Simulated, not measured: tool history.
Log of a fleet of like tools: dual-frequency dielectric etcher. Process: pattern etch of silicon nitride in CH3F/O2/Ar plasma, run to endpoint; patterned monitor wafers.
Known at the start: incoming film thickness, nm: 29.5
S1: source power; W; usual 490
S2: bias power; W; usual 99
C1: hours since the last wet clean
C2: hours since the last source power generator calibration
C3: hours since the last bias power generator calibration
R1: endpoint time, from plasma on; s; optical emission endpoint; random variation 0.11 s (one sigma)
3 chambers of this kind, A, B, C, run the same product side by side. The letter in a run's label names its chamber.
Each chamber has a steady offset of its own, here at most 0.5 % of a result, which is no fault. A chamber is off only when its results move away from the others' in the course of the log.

run     day   S1   S2     C1      C2      C3      R1
 1A   0.571  490   99  271.5   552.3     213  35.398
 2B   0.888  490   99  259.9    1791   887.5  35.305
 3C     1.5  490   99  294.2    1602  1181.1  34.924
 4A   2.017  490   99  306.2     587   247.7  35.209
 5C   2.354  490   99  314.7  1622.5  1201.6  35.085
 6B   2.662  590   99  302.5  1833.6   930.1  33.041
 7C   3.083  590   99  332.2    1640  1219.1  32.577
 8B   3.408  590   99  320.4  1851.5     948   32.88
 9A   3.875  490   99  350.8   631.6   292.3   35.38
10C   4.158  490   99    358  1665.8  1244.9  35.161
11A     4.6  490   99  368.2     649   309.7   35.44
12B     5.2  570  122  363.4  1894.5     991  30.914
      5.417  -- chamber B: wet clean of the chamber
13A   5.483  570  122  389.4   670.2   330.9  31.088
14B   6.133  570  122   17.2  1916.9  1013.4  31.001
15C   6.662  490   99  418.1  1725.9    1305  34.746
16C   7.133  490   99  429.4  1737.2  1316.3  34.689
17A   7.708  490   99  442.8   723.6   384.3  35.442
      8.083  -- chamber A: wet clean of the chamber
18B   8.346  490   99   70.3    1970  1066.5  35.525
      8.521  -- chamber C: bias power generator calibrated
19B   8.683  490   99   78.4  1978.1  1074.6  35.155
20C   9.138  490   99  477.5  1785.3    14.8  34.361
21A   9.433  490   99   32.5     765   425.7  35.413
22B   9.746  490   99  103.9  2003.6  1100.1  35.414
23C  10.108  490   99  500.8  1808.6    38.1  34.566
24A  10.546  490   99   59.2   791.7   452.4  35.428
25A  11.062  490   99   71.6   804.1   464.8  35.328
26C    11.6  490   99  536.6  1844.4    73.9  34.353
27B  12.104  420   99  160.5  2060.2  1156.7  37.672
28B  12.396  420   99  167.5  2067.2  1163.7  37.323
29C  12.904  420   99  567.9  1875.7   105.2  36.492
30A  13.262  490   99  124.4   856.9   517.6  35.456
31C  13.883  490   99  591.4  1899.2   128.7  34.128
32B  14.525  490   99  218.6  2118.3  1214.8  35.396
33A  15.142  490   99  169.5     902   562.7   35.48
34B  15.721  490   99  247.3    2147  1243.5  35.351
35A    16.3  490   99  197.3   929.8   590.5  35.419
36C  16.742  490   99    660  1967.8   197.3  33.878
37C  17.246  490   99  672.1  1979.9   209.4  33.687
38B  17.683  490   99  294.4  2194.1  1290.6  35.325
39A  18.017  550   84  238.5     971   631.7  35.905
40B  18.492  550   84  313.8  2213.5    1310  36.068

Is one chamber off against the others, does the gauge drift, or is nothing wrong? If a chamber is off, say which, and what the likeliest cause is.

Chamber C drifts away from the others.
Cause: etch rate over this chamber's usual, % = 4.44.

Here are 4 candidates for chamber C's next run, each the usual settings with a change, their results left as question marks. Which one brings its results back in line with what the others give on the usual settings?
In line means no further than this from the other chambers' mean on the usual settings: R1 0.4 s
41C-1  18.958  490   80               ?
41C-2  18.958  520  106               ?
41C-3  18.958  600   99               ?
41C-4  18.958  460   92               ?

The other chambers' mean on the usual settings: R1 35.389 s
  run      R1
41C-1  36.373
41C-2  32.182
41C-3  31.242
41C-4  35.479
41C-4 brings the chamber back in line.
